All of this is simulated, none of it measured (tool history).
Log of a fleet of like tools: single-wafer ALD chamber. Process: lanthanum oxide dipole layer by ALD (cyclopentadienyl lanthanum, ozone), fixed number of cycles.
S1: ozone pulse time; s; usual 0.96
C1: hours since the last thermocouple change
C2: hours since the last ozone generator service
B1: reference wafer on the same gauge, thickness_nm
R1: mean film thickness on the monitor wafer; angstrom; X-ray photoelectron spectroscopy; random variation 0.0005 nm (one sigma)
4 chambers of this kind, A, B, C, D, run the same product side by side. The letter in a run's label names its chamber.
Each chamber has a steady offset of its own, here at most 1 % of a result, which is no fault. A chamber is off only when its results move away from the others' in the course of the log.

run   hour    S1      C1      C2       B1      R1
 1D   14.5  0.96   431.8   670.6  0.41899  4.8895
 2C     25  0.96  1634.2   234.8  0.41911  4.9502
 3A   38.9  0.96   444.7  1800.9  0.41916  4.8958
      43.1  -- chamber B: ozone generator serviced
 4B   55.2  0.96  1597.6    12.1  0.41924  4.9428
 5D   65.2  0.96   482.5   721.3  0.41931  4.8906
      68.6  -- chamber A: ozone generator serviced
 6A   79.7  0.96   485.5    11.2  0.41942  4.9063
      80.7  -- chamber D: ozone generator serviced
 7C   92.4  0.96  1701.6   302.2  0.41952  4.9528
 8B  101.8  0.96  1644.2    58.7  0.41946  4.9551
 9D    109  0.96   526.3    28.3  0.41949  4.9071
10C  116.2  0.96  1725.4     326  0.41959  4.9595
11B  129.2  0.96  1671.6    86.1  0.41968  4.9356
12A  136.5  0.96   542.3      68  0.41967  4.9128
13A  152.6  0.96   558.4    84.1  0.41981  4.9083
14B  160.7  0.96  1703.1   117.6  0.41973   4.942
15C  169.5  0.96  1778.7   379.3  0.41988  4.9479
16D  180.5  0.96   597.8    99.8  0.41978  4.9121
17C  196.6  0.96  1805.8   406.4  0.42002  4.9507
18A  205.9  1.13   611.7   137.4  0.42004  5.1466
19B  215.7  1.13  1758.1   172.6     0.42   5.191
20D  228.8  1.13   646.1   148.1  0.42011  5.1668
     232.2  -- chamber C: ozone generator serviced
21C  238.3  1.13  1847.5     6.1  0.42017  5.2211
22D  250.5  0.96   667.8   169.8  0.42015  4.9257
23A  259.5  0.96   665.3     191  0.42034  4.9133
24B  272.1  0.96  1814.5     229   0.4203  4.9508
25C    286  0.96  1895.2    53.8   0.4204  4.9674
26A  298.9  0.96   704.7   230.4  0.42046  4.9175
27B  313.3  0.96  1855.7   270.2  0.42042  4.9494
28D  321.3  0.96   738.6   240.6  0.42073  4.9191
29D  336.3  0.96   753.6   255.6  0.42067  4.9149
30C  346.7  0.96  1955.9   114.5  0.42077  4.9732

What goes on in this fleet: one chamber off, a drifting gauge, or nothing beyond the chambers' own small offsets? Name the chamber and the cause, if any.

The gauge drifts, so all chambers seem to drift together. No chamber is off.
Cause: gauge reads high (%) = 0.42.
